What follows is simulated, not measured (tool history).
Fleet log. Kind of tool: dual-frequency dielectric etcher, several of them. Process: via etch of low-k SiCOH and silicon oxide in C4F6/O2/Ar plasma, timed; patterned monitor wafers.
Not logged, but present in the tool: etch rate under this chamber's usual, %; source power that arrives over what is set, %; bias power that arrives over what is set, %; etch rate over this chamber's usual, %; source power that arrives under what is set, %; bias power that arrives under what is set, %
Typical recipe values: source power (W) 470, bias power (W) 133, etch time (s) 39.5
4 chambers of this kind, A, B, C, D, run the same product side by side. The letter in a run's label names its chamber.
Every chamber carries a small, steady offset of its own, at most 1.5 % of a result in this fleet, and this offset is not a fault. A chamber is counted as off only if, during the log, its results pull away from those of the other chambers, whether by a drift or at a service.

run,hour,source power (W),bias power (W),etch time (s),hours since the last wet clean,hours since the last source power generator calibration,hours since the last bias power generator calibration,"read-back reference wafer on the same gauge, depth_nm",mean etch depth across the wafer (nm)
1B,13.8,470,133,39.5,14.5,2696.5,2387.8,92.971,99.719
2C,20.8,470,133,39.5,306.8,1079.8,2938.5,92.966,100.000
3A,28.1,470,133,39.5,382.6,3312.3,1421.5,93.009,100.450
4D,40.5,470,133,39.5,410.7,1738.2,129.9,93.057,101.170
5D,49.6,470,133,39.5,419.8,1747.3,139.0,93.018,100.640
6B,59.6,510,133,39.5,60.3,2742.3,2433.6,92.999,102.970
7C,72.4,510,133,39.5,358.4,1131.4,2990.1,93.039,103.350
8A,85.4,510,133,39.5,439.9,3369.6,1478.8,93.024,103.330
9C,95.5,510,133,39.5,381.5,1154.5,3013.2,93.070,103.440
# hour 97.9: chamber D: wet clean of the chamber
10B,103.8,470,133,39.5,104.5,2786.5,2477.8,93.012,99.435
11A,112.6,470,133,39.5,467.1,3396.8,1506.0,93.057,99.713
12D,121.0,470,133,39.5,23.1,1818.7,210.4,93.027,100.770
# hour 127.0: chamber A: bias power generator calibrated
13D,133.0,470,133,39.5,35.1,1830.7,222.4,92.977,101.300
14A,140.8,470,133,39.5,495.3,3425.0,13.8,92.973,99.811
15B,155.3,470,133,39.5,156.0,2838.0,2529.3,92.985,99.140
16C,170.8,470,133,39.5,456.8,1229.8,3088.5,92.917,100.250
17B,184.1,570,133,39.5,184.8,2866.8,2558.1,92.984,107.240
18D,191.6,570,133,39.5,93.7,1889.3,281.0,92.982,108.950
19C,203.8,570,133,39.5,489.8,1262.8,3121.5,92.999,107.490
20A,210.7,570,133,39.5,565.2,3494.9,83.7,92.994,106.560
21C,218.7,470,133,39.5,504.7,1277.7,3136.4,93.013,99.798
# hour 219.0: chamber C: bias power generator calibrated
22B,233.8,470,133,39.5,234.5,2916.5,2607.8,93.014,99.439
23A,246.7,470,133,39.5,601.2,3530.9,119.7,92.976,98.631
24D,259.2,470,133,39.5,161.3,1956.9,348.6,93.041,100.680
25D,267.4,470,133,39.5,169.5,1965.1,356.8,93.031,100.930
26C,282.3,470,133,39.5,568.3,1341.3,63.3,92.982,100.140
27A,290.6,470,133,39.5,645.1,3574.8,163.6,92.950,98.102
28B,301.3,470,133,39.5,302.0,2984.0,2675.3,92.963,99.126
29A,316.5,470,133,39.5,671.0,3600.7,189.5,92.935,98.104
# hour 322.5: chamber B: source power generator calibrated
30C,325.6,470,133,39.5,611.6,1384.6,106.6,93.025,100.160
31B,335.7,470,133,39.5,336.4,13.2,2709.7,92.979,99.211
32D,346.2,470,133,39.5,248.3,2043.9,435.6,93.035,100.730
33B,358.4,470,133,39.5,359.1,35.9,2732.4,93.002,99.640
# hour 364.5: chamber C: wet clean of the chamber
34D,372.7,470,133,39.5,274.8,2070.4,462.1,93.010,100.700
35C,381.6,470,133,39.5,17.1,1440.6,162.6,93.007,100.360
36A,392.8,470,133,39.5,747.3,3677.0,265.8,92.992,97.137
37A,406.0,470,133,39.5,760.5,3690.2,279.0,92.959,97.126
38D,412.8,470,133,39.5,314.9,2110.5,502.2,92.965,100.660
# hour 421.3: chamber B: wet clean of the chamber
39B,425.7,470,133,39.5,4.4,103.2,2799.7,92.972,99.747
40C,438.6,470,133,39.5,74.1,1497.6,219.6,93.055,100.080

Does one chamber stand apart from the rest, does the shared gauge drift, or is all well apart from small per-chamber offsets? Give the chamber and the most likely cause, where there is one.

One chamber, A, drifts off from the rest bit by bit.
What lies behind it: etch rate under this chamber's usual, % = 3.54.

Here are 4 candidates for chamber A's next run, each the usual settings with a change, their results left as question marks. Which one brings its results back in line with what the others give on the usual settings?
In line here means within this much of the mean the other chambers give on the usual settings: mean etch depth across the wafer (nm) 0.910
41A-1,449.8,510,133,39.5,,,,,?
41A-2,449.8,460,132,37.5,,,,,?
41A-3,449.8,430,133,39.5,,,,,?
41A-4,449.8,480,134,41.5,,,,,?

Mean of the other chambers on the usual settings: mean etch depth across the wafer (nm) 100.230
run,mean etch depth across the wafer (nm)
41A-1,99.935
41A-2,90.907
41A-3,93.463
41A-4,102.740
The answer is 41A-1, which returns the chamber to within the allowed miss of the others.
